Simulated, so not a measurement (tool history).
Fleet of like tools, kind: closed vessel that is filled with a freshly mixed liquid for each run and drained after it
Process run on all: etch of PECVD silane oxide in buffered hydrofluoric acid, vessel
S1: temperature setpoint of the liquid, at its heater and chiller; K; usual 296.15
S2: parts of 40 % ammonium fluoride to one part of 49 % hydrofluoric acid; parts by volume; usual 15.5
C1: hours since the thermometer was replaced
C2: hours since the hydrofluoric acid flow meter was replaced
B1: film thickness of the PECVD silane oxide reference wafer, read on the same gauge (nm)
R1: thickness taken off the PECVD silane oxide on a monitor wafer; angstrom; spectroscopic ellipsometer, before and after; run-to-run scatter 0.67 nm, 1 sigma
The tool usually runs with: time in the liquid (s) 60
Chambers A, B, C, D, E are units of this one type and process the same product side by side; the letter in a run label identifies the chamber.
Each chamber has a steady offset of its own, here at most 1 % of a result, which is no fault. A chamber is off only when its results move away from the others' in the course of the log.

run 1D hour=5 | S1=296.15 S2=15.5 time_in_the_liquid_(s)=60 | C1=282.2 C2=445.4 | B1=60.004 | R1=696.78
run 2E hour=11.1 | S1=296.15 S2=15.5 time_in_the_liquid_(s)=60 | C1=1790.1 C2=119.9 | B1=59.996 | R1=693.86
run 3A hour=15.9 | S1=296.15 S2=15.5 time_in_the_liquid_(s)=60 | C1=288.8 C2=887.4 | B1=60.018 | R1=682.63
run 4C hour=19 | S1=296.15 S2=15.5 time_in_the_liquid_(s)=60 | C1=1180.9 C2=458.3 | B1=60.012 | R1=705.74
run 5B hour=24.9 | S1=299.15 S2=15.5 time_in_the_liquid_(s)=75 | C1=1443.4 C2=595.4 | B1=60.009 | R1=1034.8
run 6C hour=28.4 | S1=299.15 S2=15.5 time_in_the_liquid_(s)=75 | C1=1190.3 C2=467.7 | B1=59.988 | R1=1038.2
run 7D hour=31.6 | S1=299.15 S2=15.5 time_in_the_liquid_(s)=75 | C1=308.8 C2=472 | B1=59.985 | R1=1021
run 8E hour=36.9 | S1=299.15 S2=15.5 time_in_the_liquid_(s)=75 | C1=1815.9 C2=145.7 | B1=60.012 | R1=1012
run 9B hour=41.8 | S1=299.15 S2=15.5 time_in_the_liquid_(s)=75 | C1=1460.3 C2=612.3 | B1=60.029 | R1=1034.4
run 10A hour=45.9 | S1=296.15 S2=15.5 time_in_the_liquid_(s)=60 | C1=318.8 C2=917.4 | B1=59.995 | R1=687.27
run 11E hour=51.5 | S1=296.15 S2=15.5 time_in_the_liquid_(s)=60 | C1=1830.5 C2=160.3 | B1=59.998 | R1=682.67
run 12B hour=54.9 | S1=296.15 S2=15.5 time_in_the_liquid_(s)=60 | C1=1473.4 C2=625.4 | B1=59.987 | R1=711.06
run 13C hour=60.6 | S1=296.15 S2=15.5 time_in_the_liquid_(s)=60 | C1=1222.5 C2=499.9 | B1=59.988 | R1=703.82
run 14D hour=64.7 | S1=296.15 S2=15.5 time_in_the_liquid_(s)=60 | C1=341.9 C2=505.1 | B1=59.973 | R1=692.61
run 15A hour=68 | S1=296.15 S2=15.5 time_in_the_liquid_(s)=60 | C1=340.9 C2=939.5 | B1=60.015 | R1=706.06
run 16B hour=74.4 | S1=296.15 S2=11 time_in_the_liquid_(s)=60 | C1=1492.9 C2=644.9 | B1=59.99 | R1=982.26
run 17A hour=80.7 | S1=296.15 S2=11 time_in_the_liquid_(s)=60 | C1=353.6 C2=952.2 | B1=59.985 | R1=999.51
run 18C hour=84 | S1=296.15 S2=11 time_in_the_liquid_(s)=60 | C1=1245.9 C2=523.3 | B1=60.002 | R1=998.19
run 19D hour=88 | S1=296.15 S2=11 time_in_the_liquid_(s)=60 | C1=365.2 C2=528.4 | B1=60.007 | R1=983.46
run 20E hour=93.9 | S1=296.15 S2=11 time_in_the_liquid_(s)=60 | C1=1872.9 C2=202.7 | B1=60.012 | R1=971.66
run 21C hour=100.3 | S1=296.15 S2=15.5 time_in_the_liquid_(s)=60 | C1=1262.2 C2=539.6 | B1=59.977 | R1=700.65
run 22D hour=106 | S1=296.15 S2=15.5 time_in_the_liquid_(s)=60 | C1=383.2 C2=546.4 | B1=60.001 | R1=702.05
run 23B hour=109.8 | S1=296.15 S2=15.5 time_in_the_liquid_(s)=60 | C1=1528.3 C2=680.3 | B1=59.997 | R1=698.76
run 24E hour=113.8 | S1=296.15 S2=15.5 time_in_the_liquid_(s)=60 | C1=1892.8 C2=222.6 | B1=60 | R1=695.19
run 25A hour=119.2 | S1=296.15 S2=15.5 time_in_the_liquid_(s)=60 | C1=392.1 C2=990.7 | B1=60.005 | R1=737.35
run 26A hour=124.1 | S1=296.15 S2=15.5 time_in_the_liquid_(s)=60 | C1=397 C2=995.6 | B1=60.002 | R1=732.75
run 27B hour=129.7 | S1=296.15 S2=15.5 time_in_the_liquid_(s)=60 | C1=1548.2 C2=700.2 | B1=60.003 | R1=700.32
run 28D hour=135.1 | S1=296.15 S2=15.5 time_in_the_liquid_(s)=60 | C1=412.3 C2=575.5 | B1=59.999 | R1=705.85
run 29E hour=139.7 | S1=296.15 S2=15.5 time_in_the_liquid_(s)=60 | C1=1918.7 C2=248.5 | B1=60.008 | R1=697.37
run 30C hour=144.3 | S1=296.15 S2=15.5 time_in_the_liquid_(s)=60 | C1=1306.2 C2=583.6 | B1=59.984 | R1=703.13
run 31E hour=149.7 | S1=296.15 S2=15.5 time_in_the_liquid_(s)=60 | C1=1928.7 C2=258.5 | B1=60.003 | R1=691.61
run 32A hour=152.5 | S1=296.15 S2=15.5 time_in_the_liquid_(s)=60 | C1=425.4 C2=1024 | B1=60.006 | R1=735.68
run 33C hour=157.1 | S1=296.15 S2=15.5 time_in_the_liquid_(s)=60 | C1=1319 C2=596.4 | B1=60.005 | R1=691.43
run 34D hour=159.9 | S1=296.15 S2=15.5 time_in_the_liquid_(s)=60 | C1=437.1 C2=600.3 | B1=59.998 | R1=694.85
run 35B hour=163.5 | S1=296.15 S2=15.5 time_in_the_liquid_(s)=60 | C1=1582 C2=734 | B1=59.988 | R1=705.07
run 36C hour=168 | S1=296.15 S2=15.5 time_in_the_liquid_(s)=60 | C1=1329.9 C2=607.3 | B1=59.999 | R1=704.64
run 37A hour=172.7 | S1=296.15 S2=15.5 time_in_the_liquid_(s)=60 | C1=445.6 C2=1044.2 | B1=60.01 | R1=752.3
run 38E hour=177.6 | S1=294.65 S2=15.5 time_in_the_liquid_(s)=70 | C1=1956.6 C2=286.4 | B1=59.984 | R1=752.74
run 39D hour=183.7 | S1=294.65 S2=15.5 time_in_the_liquid_(s)=70 | C1=460.9 C2=624.1 | B1=60.001 | R1=742.08
run 40B hour=187.9 | S1=294.65 S2=15.5 time_in_the_liquid_(s)=70 | C1=1606.4 C2=758.4 | B1=59.997 | R1=755.69

The same settings go to every chamber for the next run, one line per chamber below. Forecast the results for each:
run 41A hour=192.6 | S1=299.65 S2=15.5 time_in_the_liquid_(s)=60 | R1=?
run 41B hour=192.6 | S1=299.65 S2=15.5 time_in_the_liquid_(s)=60 | R1=?
run 41C hour=192.6 | S1=299.65 S2=15.5 time_in_the_liquid_(s)=60 | R1=?
run 41D hour=192.6 | S1=299.65 S2=15.5 time_in_the_liquid_(s)=60 | R1=?
run 41E hour=192.6 | S1=299.65 S2=15.5 time_in_the_liquid_(s)=60 | R1=?

run=41A R1=909.92
run=41B R1=843.01
run=41C R1=834.52
run=41D R1=850.84
run=41E R1=841.31
